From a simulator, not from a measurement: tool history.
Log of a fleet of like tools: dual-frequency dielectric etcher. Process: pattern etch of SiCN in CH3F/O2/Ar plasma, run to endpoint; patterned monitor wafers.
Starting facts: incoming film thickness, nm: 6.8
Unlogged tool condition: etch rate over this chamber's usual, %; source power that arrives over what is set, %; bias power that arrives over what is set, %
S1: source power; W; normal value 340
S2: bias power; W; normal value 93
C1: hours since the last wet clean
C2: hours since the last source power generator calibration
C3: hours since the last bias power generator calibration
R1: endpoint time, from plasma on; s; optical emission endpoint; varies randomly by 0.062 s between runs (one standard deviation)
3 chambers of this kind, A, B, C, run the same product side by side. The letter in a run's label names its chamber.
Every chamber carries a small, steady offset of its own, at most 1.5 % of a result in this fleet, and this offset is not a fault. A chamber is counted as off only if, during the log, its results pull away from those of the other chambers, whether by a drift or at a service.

run    day   S1  S2     C1      C2      C3      R1
 1A  0.271  340  93  255.4  2723.7   861.1  17.526
 2B  0.767  340  93    254    2657   533.2  17.308
 3C   1.15  340  93  122.8  1381.4  1195.4  17.421
 4B  1.575  340  93  273.4  2676.4   552.6  17.321
 5A  2.042  340  93  297.9  2766.2   903.6  17.385
 6C  2.388  340  93  152.5  1411.1  1225.1  17.359
 7A  2.858  340  93  317.5  2785.8   923.2  17.413
 8B  3.346  340  93  315.9  2718.9   595.1  17.254
 9C  3.733  340  93  184.8  1443.4  1257.4  17.413
10B  4.096  340  93  333.9  2736.9   613.1  17.239
11C  4.475  340  93  202.6  1461.2  1275.2  17.198
12A  4.758  340  93  363.1  2831.4   968.8   17.49
13B  5.108  340  93  358.2  2761.2   637.4  17.382
14A  5.479  340  93  380.4  2848.7   986.1  17.444
15C  5.921  340  93  237.3  1495.9  1309.9  17.125
16C  6.179  340  93  243.5  1502.1  1316.1  16.939
17A  6.621  340  93  407.8  2876.1  1013.5  17.438
     6.717  -- chamber A: source power generator calibrated
18B  6.938  340  93  402.1  2805.1   681.3  17.364
19B  7.321  340  93  411.3  2814.3   690.5   17.39
20A  7.646  340  93  432.4    22.3  1038.1  17.577
21C  7.908  340  93    285  1543.6  1357.6  16.968
22A  8.375  340  93  449.9    39.8  1055.6  17.479

Next, every chamber runs the same settings. What will each give?
23A  8.758  280  93               ?
23B  8.758  280  93               ?
23C  8.758  280  93               ?

run      R1
23A  18.907
23B  18.663
23C  18.094

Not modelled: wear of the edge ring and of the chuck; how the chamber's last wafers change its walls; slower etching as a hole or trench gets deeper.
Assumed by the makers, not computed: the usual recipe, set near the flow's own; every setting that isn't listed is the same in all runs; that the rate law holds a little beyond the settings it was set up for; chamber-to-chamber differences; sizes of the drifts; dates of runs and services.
